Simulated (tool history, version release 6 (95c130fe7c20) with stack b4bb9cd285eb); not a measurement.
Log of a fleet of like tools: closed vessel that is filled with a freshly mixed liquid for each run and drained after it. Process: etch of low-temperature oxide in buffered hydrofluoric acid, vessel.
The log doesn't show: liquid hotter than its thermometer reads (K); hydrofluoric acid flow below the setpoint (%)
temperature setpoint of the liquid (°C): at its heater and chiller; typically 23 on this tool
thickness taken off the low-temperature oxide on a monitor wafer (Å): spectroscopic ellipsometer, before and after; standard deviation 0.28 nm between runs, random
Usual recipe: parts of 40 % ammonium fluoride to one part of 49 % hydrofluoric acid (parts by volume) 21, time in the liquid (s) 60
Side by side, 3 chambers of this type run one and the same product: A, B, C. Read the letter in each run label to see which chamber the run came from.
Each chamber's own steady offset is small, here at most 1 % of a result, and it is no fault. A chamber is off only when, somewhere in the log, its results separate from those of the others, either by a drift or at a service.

run    day  temperature setpoint of the liquid (°C)  parts of 40 % ammonium fluoride to one part of 49 % hydrofluoric acid (parts by volume)  time in the liquid (s)  hours since the thermometer was replaced  hours since the hydrofluoric acid flow meter was replaced  read-back film thickness of the low-temperature oxide reference wafer, read on the same gauge (nm)  thickness taken off the low-temperature oxide on a monitor wafer (Å)
 1A  0.271                                       23                                                                                       21                      60                                      64.3                                                      373.4                                                                                              79.998                                                                631.39
 2B  0.567                                       23                                                                                       21                      60                                    1188.1                                                     1041.9                                                                                              79.996                                                                635.19
 3C  0.875                                       23                                                                                       21                      60                                     395.7                                                      449.6                                                                                              80.034                                                                638.86
 4A  1.308                                       23                                                                                       21                      60                                      89.2                                                      398.3                                                                                              80.019                                                                633.67
 5B  1.725                                       23                                                                                       21                      60                                    1215.9                                                     1069.7                                                                                              80.039                                                                633.19
 6C  2.108                                       23                                                                                       21                      60                                     425.3                                                      479.2                                                                                              79.984                                                                 637.4
 7A  2.558                                       18                                                                                       21                      60                                     119.2                                                      428.3                                                                                              79.975                                                                477.79
 8B  2.821                                       18                                                                                       21                      60                                    1242.2                                                       1096                                                                                              79.999                                                                482.66
 9C  3.067                                       18                                                                                       21                      60                                     448.3                                                      502.2                                                                                               80.05                                                                479.28
10C  3.283                                       23                                                                                       21                      60                                     453.5                                                      507.4                                                                                              80.017                                                                640.68
11B  3.717                                       23                                                                                       21                      60                                    1263.7                                                     1117.5                                                                                               79.96                                                                627.78
12A  3.979                                       23                                                                                       21                      60                                     153.3                                                      462.4                                                                                              80.063                                                                627.99
13A  4.233                                       23                                                                                       21                      60                                     159.4                                                      468.5                                                                                              79.983                                                                635.13
     4.421  -- chamber A: hydrofluoric acid flow meter replaced
14B  4.442                                       23                                                                                       21                      60                                    1281.1                                                     1134.9                                                                                              80.019                                                                 629.7
15C  4.796                                       23                                                                                       21                      60                                     489.8                                                      543.7                                                                                               80.02                                                                654.99
16A  5.104                                       23                                                                                       21                      60                                     180.3                                                       16.5                                                                                              79.996                                                                627.55
17C  5.462                                       23                                                                                       21                      60                                     505.8                                                      559.7                                                                                              79.976                                                                653.82
18B  5.896                                       23                                                                                       21                      60                                      1316                                                     1169.8                                                                                              79.999                                                                632.89
19C    6.3                                       23                                                                                     26.5                      60                                     525.9                                                      579.8                                                                                               79.98                                                                560.88
20B  6.725                                       23                                                                                     26.5                      60                                    1335.9                                                     1189.7                                                                                              79.976                                                                539.34
21A  7.175                                       23                                                                                     26.5                      60                                       230                                                       66.2                                                                                              80.015                                                                538.16

Which is it: a chamber that has drifted or been left off by a service, a gauge drift common to all chambers, or only each chamber's usual small offset? If a chamber is off, name it and its likeliest cause.

It is chamber C that slowly wanders off from its peers.
Most likely cause: liquid hotter than its thermometer reads (K) = 0.765.
The log may not tell that from: hydrofluoric acid flow above the setpoint (%).

Below are 4 candidate recipes for chamber C's next run, each the usual settings with a change, their results shown as question marks. Which of them brings C's results back in line with what the other chambers give on the usual settings?
In line here means within this much of the mean the other chambers give on the usual settings: thickness taken off the low-temperature oxide on a monitor wafer (Å) 9.9
22C-1  7.5                                     23.5                                                                                     20.5                      60                                                                                                                                                                                                                                                                              ?
22C-2  7.5                                       23                                                                                     22.5                      60                                                                                                                                                                                                                                                                              ?
22C-3  7.5                                       23                                                                                     23.5                      60                                                                                                                                                                                                                                                                              ?
22C-4  7.5                                       23                                                                                       21                      65                                                                                                                                                                                                                                                                              ?

On the usual settings, the other chambers give on average: thickness taken off the low-temperature oxide on a monitor wafer (Å) 631.79
  run  thickness taken off the low-temperature oxide on a monitor wafer (Å)
22C-1                                                                691.83
22C-2                                                                631.09
22C-3                                                                 612.5
22C-4                                                                716.88
The answer is 22C-2, which returns the chamber to within the allowed miss of the others.

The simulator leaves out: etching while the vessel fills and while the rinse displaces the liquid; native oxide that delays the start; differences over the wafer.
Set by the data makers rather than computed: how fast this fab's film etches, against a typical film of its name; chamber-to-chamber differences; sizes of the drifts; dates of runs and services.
